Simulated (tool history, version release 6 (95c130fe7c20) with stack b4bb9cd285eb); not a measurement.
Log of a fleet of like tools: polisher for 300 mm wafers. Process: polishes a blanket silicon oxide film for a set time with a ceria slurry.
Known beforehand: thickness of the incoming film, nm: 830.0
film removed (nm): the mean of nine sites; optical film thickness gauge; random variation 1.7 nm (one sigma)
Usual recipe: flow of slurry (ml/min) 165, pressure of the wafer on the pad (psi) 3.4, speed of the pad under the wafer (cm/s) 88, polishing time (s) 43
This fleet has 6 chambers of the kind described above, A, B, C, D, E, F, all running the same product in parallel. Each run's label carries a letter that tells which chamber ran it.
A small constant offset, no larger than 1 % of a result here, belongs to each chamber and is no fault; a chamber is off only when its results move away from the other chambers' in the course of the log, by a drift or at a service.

run,hour,flow of slurry (ml/min),pressure of the wafer on the pad (psi),speed of the pad under the wafer (cm/s),polishing time (s),wafers polished on this pad,hours since the slurry nozzle was cleaned,hours since the head pressure was calibrated,film removed (nm)
1B,6.1,165,3.4,88,43,698,599.2,178.4,175.93
2C,11.8,165,3.4,88,43,880,129.4,234.4,177.40
3D,17.1,165,3.4,88,43,362,124.2,28.1,175.63
# hour 18.2: chamber C: worn pad replaced by a new one
4A,21.8,165,3.4,88,43,381,205.0,51.1,175.76
5E,28.3,165,3.4,88,43,1073,622.7,555.6,176.29
6F,34.8,165,3.4,114,36,699,222.4,71.6,195.75
# hour 35.1: chamber E: slurry nozzle cleaned
7A,38.1,165,3.4,114,36,600,221.3,67.4,191.10
# hour 39.0: chamber B: worn pad replaced by a new one
# hour 40.0: chamber E: worn pad replaced by a new one
8B,41.5,165,3.4,114,36,34,634.6,213.8,190.44
# hour 43.6: chamber A: worn pad replaced by a new one
9C,44.6,165,3.4,114,36,356,162.2,267.2,192.65
# hour 48.4: chamber F: worn pad replaced by a new one
10F,49.7,165,3.4,114,36,18,237.3,86.5,191.29
11E,53.4,165,3.4,114,36,180,18.3,580.7,197.24
12D,59.8,165,3.4,88,43,937,166.9,70.8,177.62
# hour 61.8: chamber D: worn pad replaced by a new one
13B,63.8,165,3.4,88,43,335,656.9,236.1,176.36
14F,68.1,165,3.4,88,43,265,255.7,104.9,180.64
15C,73.4,165,3.4,88,43,744,191.0,296.0,178.84
16E,79.8,165,3.4,88,43,536,44.7,607.1,180.54
17D,83.1,165,3.4,88,43,286,190.2,94.1,178.15
# hour 85.1: chamber A: slurry nozzle cleaned
18A,86.0,165,3.4,88,43,571,0.9,115.3,178.00
19B,88.8,165,3.4,88,43,671,681.9,261.1,180.06
# hour 92.6: chamber C: worn pad replaced by a new one
20A,94.0,165,3.4,88,43,679,8.9,123.3,174.85
# hour 98.5: chamber A: worn pad replaced by a new one
# hour 99.4: chamber C: head pressure recalibrated
21C,100.2,200,3.4,88,43,102,217.8,0.9,182.58
22F,104.3,200,3.4,88,43,753,291.9,141.1,186.16
23E,107.6,200,3.4,88,43,910,72.5,634.9,183.67
24D,113.7,200,3.4,88,43,698,220.8,124.7,178.44
# hour 117.9: chamber F: worn pad replaced by a new one
25A,119.3,200,3.4,88,43,280,34.2,148.6,182.49
# hour 123.2: chamber E: worn pad replaced by a new one
26E,123.5,200,3.4,88,43,4,88.4,650.8,183.79
27B,127.3,165,3.4,88,43,1189,720.4,299.6,175.89
28F,130.4,165,3.4,88,43,169,318.0,167.2,177.50
# hour 135.7: chamber B: worn pad replaced by a new one
29D,136.8,165,3.4,88,43,1009,243.9,147.8,174.66
# hour 137.8: chamber D: worn pad replaced by a new one
30C,142.2,165,3.4,88,43,668,259.8,42.9,180.61
31F,145.2,165,3.4,88,56,368,332.8,182.0,234.62
# hour 146.8: chamber A: worn pad replaced by a new one
32C,150.0,165,3.4,88,56,773,267.6,50.7,230.87
33D,156.3,165,3.4,88,56,249,263.4,167.3,228.28
34A,160.0,165,3.4,88,56,178,74.9,189.3,229.75
35E,165.8,165,3.4,88,56,574,130.7,693.1,234.00
36B,170.2,165,3.4,88,56,465,763.3,342.5,232.37
37F,175.2,165,3.4,88,43,772,362.8,212.0,178.96

Is one chamber out of step, is the gauge drifting, or do the chambers differ by no more than their own small offsets? For an off chamber, give its letter and the likeliest cause.

The fleet is healthy, with each chamber sitting at its usual small offset and no drift in the gauge.

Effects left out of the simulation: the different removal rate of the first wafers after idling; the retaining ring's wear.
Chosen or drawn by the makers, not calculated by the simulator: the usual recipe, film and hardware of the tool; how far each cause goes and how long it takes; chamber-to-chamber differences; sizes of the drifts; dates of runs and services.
